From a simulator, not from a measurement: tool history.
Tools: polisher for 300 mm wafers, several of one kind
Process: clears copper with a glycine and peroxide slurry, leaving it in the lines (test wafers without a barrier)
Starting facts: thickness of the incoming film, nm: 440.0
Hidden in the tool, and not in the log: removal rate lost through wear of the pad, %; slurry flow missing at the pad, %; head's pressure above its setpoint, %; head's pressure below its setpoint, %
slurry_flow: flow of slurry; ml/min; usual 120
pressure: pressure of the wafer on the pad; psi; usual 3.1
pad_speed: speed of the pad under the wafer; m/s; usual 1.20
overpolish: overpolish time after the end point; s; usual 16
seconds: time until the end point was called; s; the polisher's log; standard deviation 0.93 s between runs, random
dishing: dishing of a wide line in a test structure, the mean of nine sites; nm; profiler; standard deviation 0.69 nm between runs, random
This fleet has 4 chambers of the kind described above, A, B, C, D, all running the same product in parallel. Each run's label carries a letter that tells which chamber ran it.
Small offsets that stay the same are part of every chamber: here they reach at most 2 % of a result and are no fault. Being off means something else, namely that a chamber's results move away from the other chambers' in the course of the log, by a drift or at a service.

run   hour  slurry_flow  pressure  pad_speed  overpolish  wafers polished on this pad  hours since the slurry nozzle was cleaned  hours since the head pressure was calibrated  seconds  dishing
 1A    4.4          120       3.1       1.20          16                          232                                      234.5                                         102.1   53.659   41.550
 2C   12.1          120       3.1       1.20          16                          214                                       77.6                                         539.9   52.911   41.770
 3D   21.0          120       3.1       1.20          16                          598                                       71.5                                        1056.6   52.605   41.626
 4B   29.1          120       3.1       1.20          16                          470                                      594.2                                        1019.3   51.908   39.508
 5D   33.9          120       3.7       1.20          16                          737                                       84.4                                        1069.5   46.716   43.139
      39.4  -- chamber D: worn pad replaced by a new one
 6B   41.9          120       3.7       1.20          16                          608                                      607.0                                        1032.1   45.148   42.440
 7A   46.2          120       3.7       1.20          16                          683                                      276.3                                         143.9   44.290   42.919
 8C   50.6          120       3.7       1.20          16                          629                                      116.1                                         578.4   46.178   42.988
 9A   55.5          120       3.1       1.20          16                          783                                      285.6                                         153.2   53.230   41.430
      56.5  -- chamber B: worn pad replaced by a new one
10D   63.1          120       3.1       1.20          16                          256                                      113.6                                        1098.7   52.150   41.544
      70.3  -- chamber A: worn pad replaced by a new one
11B   70.9          120       3.1       1.20          16                          155                                      636.0                                        1061.1   51.033   41.619
12C   78.2          120       3.1       1.20          16                          926                                      143.7                                         606.0   53.311   41.666
      81.4  -- chamber B: head pressure recalibrated
13A   83.1          120       3.5       0.86          16                          138                                      313.2                                         180.8   64.595   40.277
14D   89.4          120       3.5       0.86          16                          540                                      139.9                                        1125.0   61.751   39.988
15C   94.6          120       3.5       0.86          16                         1103                                      160.1                                         622.4   64.952   40.325
      99.7  -- chamber B: slurry nozzle cleaned
16B  101.6          120       3.5       0.86          16                          486                                        1.9                                          20.3   60.196   39.599
17B  109.5          120       3.1       1.20          16                          571                                        9.8                                          28.2   52.442   41.267
     110.7  -- chamber D: worn pad replaced by a new one
18D  117.3          120       3.1       1.20          16                           71                                      167.8                                        1152.9   51.783   41.564
19C  123.6          100       3.1       0.94          16                         1415                                      189.1                                         651.4   67.153   38.647
     125.1  -- chamber B: worn pad replaced by a new one
20A  129.0          100       3.1       0.94          16                          633                                      359.1                                         226.7   66.383   38.604
21A  136.2          100       3.1       0.94          16                          711                                      366.3                                         233.9   68.305   38.984
22C  145.5          100       3.1       0.94          16                         1651                                      211.0                                         673.3   67.412   39.058
     150.5  -- chamber C: worn pad replaced by a new one
23B  151.7          120       3.1       1.20          16                          286                                       52.0                                          70.4   51.561   41.456
24D  157.6          120       3.1       1.20          16                          505                                      208.1                                        1193.2   53.957   41.967
     165.9  -- chamber A: worn pad replaced by a new one
25A  166.9          120       3.1       1.20          16                           11                                      397.0                                         264.6   53.089   40.562
26B  173.8          120       3.1       1.20          16                          524                                       74.1                                          92.5   50.895   41.944
27C  179.6          120       3.8       0.90          16                          314                                      245.1                                         707.4   56.813   40.061
     181.1  -- chamber B: worn pad replaced by a new one
     182.6  -- chamber D: worn pad replaced by a new one
28D  187.3          120       3.8       0.90          16                           50                                      237.8                                        1222.9   55.354   41.385
29B  192.4          120       3.8       0.90          16                          122                                       92.7                                         111.1   55.587   42.271
30A  200.4          120       3.8       0.90          16                          372                                      430.5                                         298.1   59.611   41.594
31C  204.9          120       3.1       1.20          16                          587                                      270.4                                         732.7   53.429   40.871
     205.3  -- chamber C: slurry nozzle cleaned
32D  213.5          120       3.1       1.20          16                          333                                      264.0                                        1249.1   52.581   39.707
33B  218.8          120       3.1       1.56          16                          407                                      119.1                                         137.5   40.937   41.370
34C  225.5          120       3.1       1.56          16                          809                                       20.2                                         753.3   42.730   41.749
35D  231.3          120       3.1       1.56          16                          525                                      281.8                                        1266.9   42.965   42.171
36A  237.7          120       3.1       1.56          16                          774                                      467.8                                         335.4   41.810   41.119
     241.8  -- chamber A: worn pad replaced by a new one
37A  241.8          120       3.1       1.20          16                            0                                      471.9                                         339.5   52.962   40.656
38D  247.7          120       3.1       1.20          16                          701                                      298.2                                        1283.3   55.227   40.615
     248.9  -- chamber B: worn pad replaced by a new one
39B  256.7          120       3.1       1.20          16                           85                                      157.0                                         175.4   52.758   40.540
     258.4  -- chamber D: slurry nozzle cleaned
40C  261.2          120       3.1       1.20          16                         1193                                       55.9                                         789.0   51.483   40.638
     267.9  -- chamber D: worn pad replaced by a new one
     268.6  -- chamber C: worn pad replaced by a new one
41C  269.9          120       3.1       1.20          16                           14                                       64.6                                         797.7   52.016   41.722
     273.1  -- chamber A: slurry nozzle cleaned
42D  275.6          120       3.1       1.20          16                           83                                       17.3                                        1311.2   51.512   41.891
43A  283.1          120       3.1       1.20          16                          445                                       10.0                                         380.8   53.691   40.246
44B  287.5          120       3.1       1.60          19                          417                                      187.8                                         206.2   40.049   43.207

Has any chamber moved away from the others, gradually or after a service, or does the common gauge drift, or do the chambers differ only by their own small steady offsets? State the chamber and the most likely cause if one applies.

All chambers stay in line apart from their small fixed offsets, and the gauge does not drift.

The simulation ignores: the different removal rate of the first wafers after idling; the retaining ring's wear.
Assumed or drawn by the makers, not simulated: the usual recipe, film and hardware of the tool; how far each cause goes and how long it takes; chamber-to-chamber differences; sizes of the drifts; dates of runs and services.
